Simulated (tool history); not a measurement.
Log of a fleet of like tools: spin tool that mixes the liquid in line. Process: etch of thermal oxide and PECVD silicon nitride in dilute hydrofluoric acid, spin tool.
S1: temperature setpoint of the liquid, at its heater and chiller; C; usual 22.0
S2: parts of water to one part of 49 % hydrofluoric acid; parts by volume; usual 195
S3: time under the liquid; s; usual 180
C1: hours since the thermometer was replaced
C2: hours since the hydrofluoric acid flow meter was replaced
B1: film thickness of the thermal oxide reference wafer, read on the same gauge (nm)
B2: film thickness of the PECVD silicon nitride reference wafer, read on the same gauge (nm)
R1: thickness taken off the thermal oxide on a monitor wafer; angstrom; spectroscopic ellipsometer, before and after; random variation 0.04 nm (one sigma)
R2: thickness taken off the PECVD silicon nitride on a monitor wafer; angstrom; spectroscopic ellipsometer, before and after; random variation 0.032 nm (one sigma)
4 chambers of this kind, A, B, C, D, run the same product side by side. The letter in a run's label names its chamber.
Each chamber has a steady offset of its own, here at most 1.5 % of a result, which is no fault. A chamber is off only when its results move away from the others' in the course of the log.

run 1B day=0.250 | S1=22.0 S2=195 S3=180 | C1=632.4 C2=624.6 | B1=149.99 B2=69.982 | R1=35.738 R2=45.640
run 2A day=0.521 | S1=22.0 S2=195 S3=180 | C1=651.8 C2=923.6 | B1=149.99 B2=69.995 | R1=36.200 R2=46.092
run 3D day=0.662 | S1=22.0 S2=195 S3=180 | C1=1045.4 C2=1124.9 | B1=150.00 B2=70.002 | R1=36.713 R2=46.132
run 4C day=0.950 | S1=22.0 S2=195 S3=180 | C1=807.7 C2=884.8 | B1=149.99 B2=70.015 | R1=36.493 R2=46.972
run 5C day=1.242 | S1=22.0 S2=195 S3=180 | C1=814.7 C2=891.8 | B1=150.04 B2=70.002 | R1=36.147 R2=46.768
run 6A day=1.521 | S1=22.0 S2=195 S3=180 | C1=675.8 C2=947.6 | B1=149.97 B2=70.011 | R1=35.765 R2=46.419
run 7B day=1.696 | S1=22.0 S2=120 S3=180 | C1=667.1 C2=659.3 | B1=150.00 B2=70.000 | R1=64.261 R2=73.779
run 8D day=1.946 | S1=22.0 S2=120 S3=180 | C1=1076.2 C2=1155.7 | B1=149.97 B2=69.991 | R1=63.158 R2=73.642
run 9A day=2.196 | S1=22.0 S2=120 S3=180 | C1=692.0 C2=963.8 | B1=150.01 B2=70.013 | R1=62.442 R2=75.573
run 10B day=2.446 | S1=22.0 S2=120 S3=180 | C1=685.1 C2=677.3 | B1=150.00 B2=70.000 | R1=63.554 R2=73.041
run 11D day=2.688 | S1=22.0 S2=195 S3=180 | C1=1094.0 C2=1173.5 | B1=149.99 B2=69.988 | R1=35.497 R2=46.476
run 12C day=2.867 | S1=22.0 S2=195 S3=180 | C1=853.7 C2=930.8 | B1=149.99 B2=69.985 | R1=36.569 R2=46.248
run 13C day=3.017 | S1=22.0 S2=195 S3=180 | C1=857.3 C2=934.4 | B1=149.99 B2=70.016 | R1=36.394 R2=47.150
run 14A day=3.179 | S1=22.0 S2=195 S3=180 | C1=715.6 C2=987.4 | B1=150.01 B2=69.993 | R1=35.906 R2=45.765
run 15B day=3.417 | S1=22.0 S2=195 S3=180 | C1=708.4 C2=700.6 | B1=149.99 B2=69.996 | R1=36.511 R2=46.232
run 16D day=3.617 | S1=22.0 S2=195 S3=180 | C1=1116.3 C2=1195.8 | B1=150.00 B2=69.998 | R1=36.975 R2=45.929
run 17C day=3.758 | S1=22.0 S2=195 S3=180 | C1=875.1 C2=952.2 | B1=149.99 B2=69.999 | R1=35.732 R2=46.756
run 18A day=3.925 | S1=22.0 S2=195 S3=180 | C1=733.5 C2=1005.3 | B1=150.00 B2=70.013 | R1=36.439 R2=46.100
run 19D day=4.167 | S1=22.0 S2=195 S3=180 | C1=1129.5 C2=1209.0 | B1=150.01 B2=69.982 | R1=36.178 R2=46.046
run 20B day=4.396 | S1=22.0 S2=195 S3=180 | C1=731.9 C2=724.1 | B1=150.01 B2=70.009 | R1=36.628 R2=45.556
run 21C day=4.612 | S1=22.0 S2=195 S3=180 | C1=895.6 C2=972.7 | B1=149.99 B2=69.989 | R1=36.315 R2=46.808
run 22A day=4.838 | S1=22.0 S2=195 S3=180 | C1=755.4 C2=1027.2 | B1=150.04 B2=70.004 | R1=36.733 R2=46.072
run 23B day=5.121 | S1=22.0 S2=195 S3=180 | C1=749.3 C2=741.5 | B1=149.99 B2=70.004 | R1=36.986 R2=45.478
run 24D day=5.400 | S1=22.0 S2=195 S3=180 | C1=1159.1 C2=1238.6 | B1=149.99 B2=69.990 | R1=36.250 R2=46.030
run 25B day=5.550 | S1=22.0 S2=195 S3=180 | C1=759.6 C2=751.8 | B1=150.03 B2=70.000 | R1=36.180 R2=45.946
run 26A day=5.700 | S1=22.0 S2=195 S3=180 | C1=776.1 C2=1047.9 | B1=149.98 B2=69.993 | R1=36.133 R2=45.564
run 27D day=5.917 | S1=22.0 S2=195 S3=180 | C1=1171.5 C2=1251.0 | B1=150.03 B2=70.019 | R1=35.292 R2=45.981
run 28C day=6.158 | S1=22.0 S2=195 S3=180 | C1=932.7 C2=1009.8 | B1=150.00 B2=69.988 | R1=36.361 R2=47.377
run 29D day=6.383 | S1=22.0 S2=195 S3=180 | C1=1182.7 C2=1262.2 | B1=150.02 B2=69.996 | R1=35.823 R2=46.492
run 30C day=6.683 | S1=22.0 S2=195 S3=180 | C1=945.3 C2=1022.4 | B1=149.99 B2=69.994 | R1=36.552 R2=46.878
run 31B day=6.988 | S1=22.0 S2=195 S3=180 | C1=794.1 C2=786.3 | B1=149.98 B2=69.998 | R1=36.349 R2=45.832
run 32A day=7.229 | S1=22.0 S2=195 S3=180 | C1=812.8 C2=1084.6 | B1=150.00 B2=69.997 | R1=36.541 R2=46.207
run 33A day=7.458 | S1=17.5 S2=225 S3=180 | C1=818.3 C2=1090.1 | B1=149.99 B2=69.989 | R1=25.423 R2=30.045
run 34B day=7.596 | S1=17.5 S2=225 S3=180 | C1=808.7 C2=800.9 | B1=149.99 B2=70.008 | R1=25.810 R2=29.533
run 35D day=7.896 | S1=17.5 S2=225 S3=180 | C1=1219.0 C2=1298.5 | B1=150.00 B2=69.983 | R1=25.432 R2=29.887
run 36C day=8.088 | S1=17.5 S2=225 S3=180 | C1=979.0 C2=1056.1 | B1=149.97 B2=69.995 | R1=25.144 R2=30.407

All 4 chambers run these settings next. Forecast each chamber's results:
run 37A day=8.308 | S1=17.5 S2=195 S3=180 | R1=? R2=?
run 37B day=8.308 | S1=17.5 S2=195 S3=180 | R1=? R2=?
run 37C day=8.308 | S1=17.5 S2=195 S3=180 | R1=? R2=?
run 37D day=8.308 | S1=17.5 S2=195 S3=180 | R1=? R2=?

run=37A R1=30.555 R2=34.958
run=37B R1=30.188 R2=33.906
run=37C R1=30.794 R2=34.848
run=37D R1=29.931 R2=34.429

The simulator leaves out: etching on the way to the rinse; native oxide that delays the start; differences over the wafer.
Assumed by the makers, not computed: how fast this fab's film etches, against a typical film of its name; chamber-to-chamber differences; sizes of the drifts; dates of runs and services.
